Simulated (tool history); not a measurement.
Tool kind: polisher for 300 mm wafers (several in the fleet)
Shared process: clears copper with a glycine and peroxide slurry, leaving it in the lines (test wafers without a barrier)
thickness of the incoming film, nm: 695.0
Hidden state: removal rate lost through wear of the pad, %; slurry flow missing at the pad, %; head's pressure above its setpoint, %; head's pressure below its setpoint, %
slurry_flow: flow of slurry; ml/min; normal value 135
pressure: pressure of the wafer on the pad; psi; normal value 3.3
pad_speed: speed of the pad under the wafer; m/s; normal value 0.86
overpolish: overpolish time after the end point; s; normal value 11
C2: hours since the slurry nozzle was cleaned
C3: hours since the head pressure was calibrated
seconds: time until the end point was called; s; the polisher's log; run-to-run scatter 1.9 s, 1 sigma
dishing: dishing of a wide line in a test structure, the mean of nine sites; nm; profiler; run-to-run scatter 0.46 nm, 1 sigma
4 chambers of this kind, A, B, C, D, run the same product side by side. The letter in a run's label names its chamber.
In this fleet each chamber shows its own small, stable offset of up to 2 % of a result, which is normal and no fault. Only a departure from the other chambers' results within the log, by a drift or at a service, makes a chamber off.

Run 1A, hour 11.3: usual settings; wafers polished on this pad 571; C2 427.3; C3 338.2. Result: seconds 136.02 s, dishing 38.979 nm.
At hour 17.9: chamber A: worn pad replaced by a new one.
Run 2D, hour 20.7: usual settings; wafers polished on this pad 304; C2 426.5; C3 631.7. Result: seconds 133.47 s, dishing 39.198 nm.
Run 3B, hour 26.9: usual settings; wafers polished on this pad 967; C2 238.1; C3 533. Result: seconds 135.08 s, dishing 39.002 nm.
At hour 27.4: chamber C: worn pad replaced by a new one.
Run 4C, hour 35.4: usual settings; wafers polished on this pad 58; C2 268.6; C3 85.3. Result: seconds 137.75 s, dishing 39.164 nm.
Run 5B, hour 43.6: usual settings; wafers polished on this pad 1087; C2 254.8; C3 549.7. Result: seconds 134.81 s, dishing 38.309 nm.
Run 6A, hour 50: usual settings; wafers polished on this pad 230; C2 466; C3 376.9. Result: seconds 134.33 s, dishing 38.999 nm.
Run 7D, hour 60.9: usual settings; wafers polished on this pad 593; C2 466.7; C3 671.9. Result: seconds 133.21 s, dishing 38.977 nm.
At hour 61.4: chamber D: worn pad replaced by a new one.
Run 8C, hour 72.7: usual settings; wafers polished on this pad 325; C2 305.9; C3 122.6. Result: seconds 133.15 s, dishing 38.833 nm.
Run 9B, hour 80.4: usual settings but slurry_flow 170 ml/min, pressure 2.4 psi; wafers polished on this pad 1352; C2 291.6; C3 586.5. Result: seconds 168.84 s, dishing 32.301 nm.
Run 10D, hour 90.6: usual settings but slurry_flow 170 ml/min, pressure 2.4 psi; wafers polished on this pad 210; C2 496.4; C3 701.6. Result: seconds 166.88 s, dishing 31.846 nm.
Run 11C, hour 101.9: usual settings but slurry_flow 170 ml/min, pressure 2.4 psi; wafers polished on this pad 535; C2 335.1; C3 151.8. Result: seconds 167.68 s, dishing 31.633 nm.
Run 12A, hour 111.1: usual settings but slurry_flow 170 ml/min, pressure 2.4 psi; wafers polished on this pad 669; C2 527.1; C3 438. Result: seconds 165.43 s, dishing 32.419 nm.
Run 13A, hour 117.4: usual settings; wafers polished on this pad 714; C2 533.4; C3 444.3. Result: seconds 133.1 s, dishing 39.295 nm.
At hour 120.8: chamber A: worn pad replaced by a new one.
Run 14C, hour 127.7: usual settings; wafers polished on this pad 720; C2 360.9; C3 177.6. Result: seconds 135.59 s, dishing 38.588 nm.
At hour 128.8: chamber B: worn pad replaced by a new one.
At hour 129.2: chamber C: slurry nozzle cleaned.
Run 15D, hour 133.9: usual settings; wafers polished on this pad 520; C2 539.7; C3 744.9. Result: seconds 139.16 s, dishing 38.464 nm.
At hour 141.9: chamber D: worn pad replaced by a new one.
Run 16B, hour 143.7: usual settings; wafers polished on this pad 107; C2 354.9; C3 649.8. Result: seconds 132.98 s, dishing 39.071 nm.
Run 17C, hour 152.2: usual settings; wafers polished on this pad 896; C2 23; C3 202.1. Result: seconds 134.95 s, dishing 38.762 nm.
At hour 153.5: chamber C: worn pad replaced by a new one.
Run 18A, hour 161.4: usual settings but pad_speed 0.58 m/s, overpolish 18 s; wafers polished on this pad 291; C2 577.4; C3 488.3. Result: seconds 185.06 s, dishing 46.269 nm.
At hour 167.5: chamber A: slurry nozzle cleaned.
Run 19B, hour 171.1: usual settings but pad_speed 0.58 m/s, overpolish 18 s; wafers polished on this pad 304; C2 382.3; C3 677.2. Result: seconds 177.84 s, dishing 46.702 nm.
Run 20D, hour 177.5: usual settings but pad_speed 0.58 m/s, overpolish 18 s; wafers polished on this pad 256; C2 583.3; C3 788.5. Result: seconds 192.63 s, dishing 44.078 nm.
Run 21D, hour 186.5: usual settings but pad_speed 0.58 m/s, overpolish 18 s; wafers polished on this pad 320; C2 592.3; C3 797.5. Result: seconds 185.19 s, dishing 43.726 nm.
Run 22A, hour 192.8: usual settings; wafers polished on this pad 517; C2 25.4; C3 519.7. Result: seconds 134.45 s, dishing 38.903 nm.
Run 23B, hour 201.5: usual settings; wafers polished on this pad 522; C2 412.7; C3 707.6. Result: seconds 127.46 s, dishing 39.437 nm.
Run 24C, hour 211.1: usual settings; wafers polished on this pad 414; C2 81.9; C3 261. Result: seconds 138.95 s, dishing 39.417 nm.
At hour 215.1: chamber A: worn pad replaced by a new one.
At hour 216.8: chamber A: head pressure recalibrated.
Run 25B, hour 220.8: usual settings; wafers polished on this pad 661; C2 432; C3 726.9. Result: seconds 132.74 s, dishing 38.749 nm.
Run 26A, hour 230: usual settings; wafers polished on this pad 107; C2 62.6; C3 13.3. Result: seconds 136.08 s, dishing 39.693 nm.
Run 27C, hour 237.2: usual settings; wafers polished on this pad 601; C2 108; C3 287.1. Result: seconds 134.17 s, dishing 39.414 nm.
Run 28D, hour 243.7: usual settings; wafers polished on this pad 731; C2 649.5; C3 854.7. Result: seconds 144.3 s, dishing 37.157 nm.
At hour 245.4: chamber D: worn pad replaced by a new one.
Run 29C, hour 249.5: usual settings; wafers polished on this pad 689; C2 120.3; C3 299.4. Result: seconds 136.71 s, dishing 39.641 nm.
Run 30B, hour 259.8: usual settings; wafers polished on this pad 941; C2 471; C3 765.9. Result: seconds 132.15 s, dishing 39.478 nm.
Run 31D, hour 266.2: usual settings but overpolish 15 s; wafers polished on this pad 149; C2 672; C3 877.2. Result: seconds 148 s, dishing 47.909 nm.
Run 32A, hour 276: usual settings but overpolish 15 s; wafers polished on this pad 437; C2 108.6; C3 59.3. Result: seconds 130.68 s, dishing 50.28 nm.
Run 33B, hour 286.9: usual settings but overpolish 15 s; wafers polished on this pad 1135; C2 498.1; C3 793. Result: seconds 131.76 s, dishing 50.3 nm.
Run 34D, hour 294.1: usual settings but overpolish 15 s; wafers polished on this pad 349; C2 699.9; C3 905.1. Result: seconds 149.62 s, dishing 47.467 nm.

Read the log: is a single chamber off, either drifting away or since a service, is the gauge that measures every chamber drifting, or is nothing wrong beyond small per-chamber offsets? Name any odd chamber and what most likely caused it.

Chamber D drifts away from the others.
Most likely cause: slurry flow missing at the pad, % = 35.6.
It could be hard to tell apart here from: head's pressure below its setpoint, %.

Below are 4 candidate recipes for chamber D's next run, each the usual settings with a change, their results shown as question marks. Which of them brings D's results back in line with what the other chambers give on the usual settings?
Maximum distance from the other chambers' mean on the usual settings for a result to count as in line: seconds 6.7 s; dishing 1.6 nm
Run 35D-1, hour 302.9: usual settings but pressure 3.1 psi, pad_speed 0.82 m/s. Result: seconds ?, dishing ?.
Run 35D-2, hour 302.9: usual settings but pressure 3.5 psi, pad_speed 0.9 m/s. Result: seconds ?, dishing ?.
Run 35D-3, hour 302.9: usual settings but slurry_flow 130 ml/min, pressure 2.9 psi, pad_speed 0.76 m/s. Result: seconds ?, dishing ?.
Run 35D-4, hour 302.9: usual settings but slurry_flow 140 ml/min, pressure 3.7 psi, pad_speed 0.96 m/s. Result: seconds ?, dishing ?.

The mean the other chambers reach with the usual settings: seconds 133.92 s; dishing 39.148 nm
  run  seconds  dishing
35D-1    161.9   33.237
35D-2    135.8   38.578
35D-3   183.29   29.863
35D-4   121.47   42.286
Change 35D-2 lands the chamber within the allowed miss of the other chambers.
